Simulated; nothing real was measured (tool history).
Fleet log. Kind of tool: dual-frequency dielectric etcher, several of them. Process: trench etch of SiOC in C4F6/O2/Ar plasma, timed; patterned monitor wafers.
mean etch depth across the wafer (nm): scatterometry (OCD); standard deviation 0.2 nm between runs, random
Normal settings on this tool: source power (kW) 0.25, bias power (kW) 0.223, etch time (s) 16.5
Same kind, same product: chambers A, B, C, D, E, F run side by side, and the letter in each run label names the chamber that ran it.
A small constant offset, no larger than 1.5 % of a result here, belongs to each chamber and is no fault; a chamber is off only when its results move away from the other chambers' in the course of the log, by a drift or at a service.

run   hour  source power (kW)  bias power (kW)  etch time (s)  hours since the last wet clean  hours since the last source power generator calibration  hours since the last bias power generator calibration  read-back reference wafer on the same gauge, depth_nm  mean etch depth across the wafer (nm)
 1B    8.3               0.25            0.223           16.5                           412.5                                                   1641.2                                                 3383.1                                                 25.427                                 31.392
 2E   15.8               0.25            0.223           16.5                             430                                                   1921.5                                                 1399.3                                                 25.366                                 30.764
 3F   22.5               0.25            0.223           16.5                            65.2                                                    439.3                                                 1599.6                                                 25.436                                 30.506
 4C   29.5               0.25            0.223           16.5                           176.8                                                    694.8                                                   1119                                                 25.411                                 30.442
 5D   40.7               0.25            0.223           16.5                           432.4                                                   3880.3                                                  418.3                                                 25.416                                 30.456
 6A   47.8               0.25            0.223           16.5                           534.7                                                    196.9                                                  771.6                                                 25.426                                 30.766
 7D   54.5               0.19            0.223             18                           446.2                                                   3894.1                                                  432.1                                                 25.387                                  30.08
 8F   62.7               0.19            0.223             18                           105.4                                                    479.5                                                 1639.8                                                 25.396                                 29.674
 9C   70.4               0.19            0.223             18                           217.7                                                    735.7                                                 1159.9                                                 25.434                                 30.302
10B   76.7               0.19            0.223             18                           480.9                                                   1709.6                                                 3451.5                                                 25.429                                 30.323
11E   88.3               0.19            0.223             18                           502.5                                                     1994                                                 1471.8                                                 25.374                                 30.503
12A   95.2               0.19            0.223             18                           582.1                                                    244.3                                                    819                                                 25.378                                 29.784
13D  105.8               0.25            0.223           16.5                           497.5                                                   3945.4                                                  483.4                                                 25.393                                 30.808
14A  114.3               0.23            0.179           16.5                           601.2                                                    263.4                                                  838.1                                                 25.404                                 27.413
15B  125.9               0.23            0.179           16.5                           530.1                                                   1758.8                                                 3500.7                                                 25.355                                 27.552
16F  132.9               0.23            0.179           16.5                           175.6                                                    549.7                                                   1710                                                 25.386                                 27.701
17C  141.6               0.23            0.179           16.5                           288.9                                                    806.9                                                 1231.1                                                 25.348                                 27.608
18E  149.4               0.23            0.179           16.5                           563.6                                                   2055.1                                                 1532.9                                                 25.392                                 27.644
     152.5  -- chamber D: wet clean of the chamber
     153.5  -- chamber A: wet clean of the chamber
19E  155.3               0.23            0.179           16.5                           569.5                                                     2061                                                 1538.8                                                 25.403                                 27.824
20D  165.6               0.25            0.223           16.5                            13.1                                                   4005.2                                                  543.2                                                 25.401                                 29.595
     172.9  -- chamber E: wet clean of the chamber
21F  177.6               0.25            0.223           16.5                           220.3                                                    594.4                                                 1754.7                                                   25.4                                 30.736
22C  184.7               0.25            0.243           16.5                             332                                                      850                                                 1274.2                                                 25.388                                 31.804
23A  193.9               0.25            0.243           16.5                            40.4                                                      343                                                  917.7                                                  25.41                                 31.449
24B  199.7               0.25            0.243           16.5                           603.9                                                   1832.6                                                 3574.5                                                 25.386                                 31.959
     202.2  -- chamber B: wet clean of the chamber
25B  206.3               0.25            0.243           16.5                             4.1                                                   1839.2                                                 3581.1                                                 25.395                                 31.621
26A  217.2               0.25            0.243           16.5                            63.7                                                    366.3                                                    941                                                 25.407                                 31.598
27D  227.8               0.25            0.243           16.5                            75.3                                                   4067.4                                                  605.4                                                 25.424                                  30.39
28F  234.3               0.25            0.223           16.5                             277                                                    651.1                                                 1811.4                                                 25.436                                 30.296
29E  241.7               0.25            0.223           16.5                            68.9                                                   2147.4                                                 1625.2                                                 25.394                                 31.105
     243.5  -- chamber C: wet clean of the chamber
30C  248.3               0.25            0.223           16.5                             4.8                                                    913.6                                                 1337.8                                                 25.429                                 30.576
31D  254.6               0.25            0.223           16.5                           102.1                                                   4094.2                                                  632.2                                                 25.402                                 29.622
32F  264.5               0.25            0.223           16.5                           307.2                                                    681.3                                                 1841.6                                                 25.384                                 30.424
33B  276.2               0.25            0.259           21.5                              74                                                   1909.1                                                   3651                                                 25.421                                 42.602
34C  288.1               0.25            0.259           21.5                            44.6                                                    953.4                                                 1377.6                                                 25.404                                 41.708
35E  296.3               0.25            0.259           21.5                           123.5                                                     2202                                                 1679.8                                                 25.401                                 42.411
36A  304.1               0.25            0.259           21.5                           150.6                                                    453.2                                                 1027.9                                                 25.383                                 42.046
     309.1  -- chamber E: bias power generator calibrated
37F  311.4               0.25            0.259           21.5                           354.1                                                    728.2                                                 1888.5                                                  25.46                                 41.918
38B  319.6               0.25            0.259           21.5                           117.4                                                   1952.5                                                 3694.4                                                 25.452                                 42.875
39A  330.1               0.25            0.223           16.5                           176.6                                                    479.2                                                 1053.9                                                  25.36                                 30.573
40E  339.1               0.25            0.223           16.5                           166.3                                                   2244.8                                                     30                                                 25.395                                 31.357

Read the log: is a single chamber off, either drifting away or since a service, is the gauge that measures every chamber drifting, or is nothing wrong beyond small per-chamber offsets? Name any odd chamber and what most likely caused it.

Chamber D came out of a service off from its peers and stayed that way.
Cause: etch rate under this chamber's usual, % = 3.56.

Below are 4 candidate recipes for chamber D's next run, each the usual settings with a change, their results shown as question marks. Which of them brings D's results back in line with what the other chambers give on the usual settings?
Counts as in line when no further than this from what the other chambers average on the usual settings: mean etch depth across the wafer (nm) 0.7
41D-1  347.6               0.25            0.225             17                                                                                                                                                                                                                                             ?
41D-2  347.6               0.23            0.223           16.5                                                                                                                                                                                                                                             ?
41D-3  347.6               0.25            0.172           16.5                                                                                                                                                                                                                                             ?
41D-4  347.6               0.25            0.274           16.5                                                                                                                                                                                                                                             ?

Usual-settings mean across the other chambers: mean etch depth across the wafer (nm) 30.722
  run  mean etch depth across the wafer (nm)
41D-1                                 30.587
41D-2                                 28.676
41D-3                                 27.106
41D-4                                 31.823
The answer is 41D-1, which returns the chamber to within the allowed miss of the others.

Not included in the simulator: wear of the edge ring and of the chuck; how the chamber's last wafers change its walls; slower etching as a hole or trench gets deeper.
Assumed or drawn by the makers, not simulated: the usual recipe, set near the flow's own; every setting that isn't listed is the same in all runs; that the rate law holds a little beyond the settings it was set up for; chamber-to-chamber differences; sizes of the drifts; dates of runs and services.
